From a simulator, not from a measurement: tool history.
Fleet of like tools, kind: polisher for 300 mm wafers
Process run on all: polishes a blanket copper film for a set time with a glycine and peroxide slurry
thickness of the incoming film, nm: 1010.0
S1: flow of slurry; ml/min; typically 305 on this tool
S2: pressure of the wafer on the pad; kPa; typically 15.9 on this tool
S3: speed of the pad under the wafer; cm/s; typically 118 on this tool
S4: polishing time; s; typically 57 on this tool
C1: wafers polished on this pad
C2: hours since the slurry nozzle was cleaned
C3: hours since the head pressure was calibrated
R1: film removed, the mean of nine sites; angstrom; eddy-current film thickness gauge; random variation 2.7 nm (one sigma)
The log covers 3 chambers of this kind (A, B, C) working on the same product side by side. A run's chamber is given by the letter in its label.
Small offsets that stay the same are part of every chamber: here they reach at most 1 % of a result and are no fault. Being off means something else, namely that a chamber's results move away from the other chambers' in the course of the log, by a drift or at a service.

run    day   S1    S2   S3  S4    C1     C2      C3      R1
 1B  0.162  305  15.9  118  57   891    8.9   314.1  3160.4
 2C  0.371  305  15.9  118  57   233  265.5   825.6  3062.0
 3A  0.538  305  15.9  118  57   883  464.4   843.5  3127.6
 4C  0.696  305  15.9  118  57   298  273.3   833.4  3113.5
 5A  1.000  305  13.8  118  64   976  475.5   854.6  3089.3
 6B  1.304  305  13.8  118  64  1121   36.3   341.5  3155.8
 7B  1.562  305  13.8  118  64  1173   42.5   347.7  3145.0
 8C  1.858  305  15.9  118  57   532  301.2   861.3  3112.0
     1.912  -- chamber C: worn pad replaced by a new one
     2.104  -- chamber B: worn pad replaced by a new one
 9A  2.142  305  15.9  118  57  1205  502.9   882.0  3107.3
10A  2.479  305  15.9  118  57  1273  511.0   890.1  3030.3
11C  2.812  305  15.9  118  57   181  324.1   884.2  3048.6
12B  3.067  305  15.9  118  57   194   78.6   383.8  3100.8
13C  3.388  305  15.9  118  57   296  337.9   898.0  3086.6
14A  3.538  305  15.9  118  57  1486  536.4   915.5  3078.5
     3.696  -- chamber A: worn pad replaced by a new one
15B  3.725  305  15.9  118  57   326   94.4   399.6  3141.3
     3.933  -- chamber C: head pressure recalibrated
16C  3.971  305  15.9  118  57   414  351.9     1.0  2856.9
17B  4.133  305  15.9  118  57   408  104.2   409.4  3145.0
18A  4.367  305  15.9  118  57   134  556.3   935.4  3107.5
     4.542  -- chamber C: worn pad replaced by a new one
19A  4.696  305  15.9  118  57   201  564.2   943.3  3093.2
20B  4.871  305  15.9  118  57   556  121.9   427.1  3141.9
21C  5.058  305  15.9  118  57   104  378.0    27.1  2839.4
22A  5.375  305  15.9  118  57   337  580.5   959.6  3088.4
23B  5.717  305  15.9  118  57   727  142.2   447.4  3163.0
24C  6.004  305  15.9  118  57   294  400.7    49.8  2892.8
25A  6.217  305  15.9  118  57   507  600.7   979.8  3075.3
26C  6.496  305  15.9  118  57   393  412.5    61.6  2901.0
     6.500  -- chamber B: head pressure recalibrated
27B  6.742  305  15.9  118  57   933  166.8     5.8  3075.6
28A  6.983  305  15.9  118  57   661  619.1   998.2  3092.3
     7.196  -- chamber C: worn pad replaced by a new one
29C  7.221  305  15.9  118  57     5  429.9    79.0  2860.1
30B  7.379  305  15.9  118  57  1061  182.1    21.1  3099.0
31C  7.625  305  15.9  118  57    86  439.6    88.7  2846.2
32B  7.929  305  15.9  118  57  1172  195.3    34.3  3128.7
33A  8.217  305  15.9  118  57   909  648.7  1027.8  3110.0
     8.400  -- chamber B: worn pad replaced by a new one
34B  8.400  305  15.9  118  57     0  206.6    45.6  3111.5
35A  8.546  305  15.9  118  57   975  656.6  1035.7  3082.6
36C  8.746  305  15.9  118  57   312  466.5   115.6  2856.5
37A  8.896  305  15.9  118  57  1046  665.0  1044.1  3085.5

Next, every chamber runs the same settings. What will each give?
38A  9.142  305  15.9  118  57               ?
38B  9.142  305  15.9  118  57               ?
38C  9.142  305  15.9  118  57               ?

run      R1
38A  3085.0
38B  3094.4
38C  2889.8
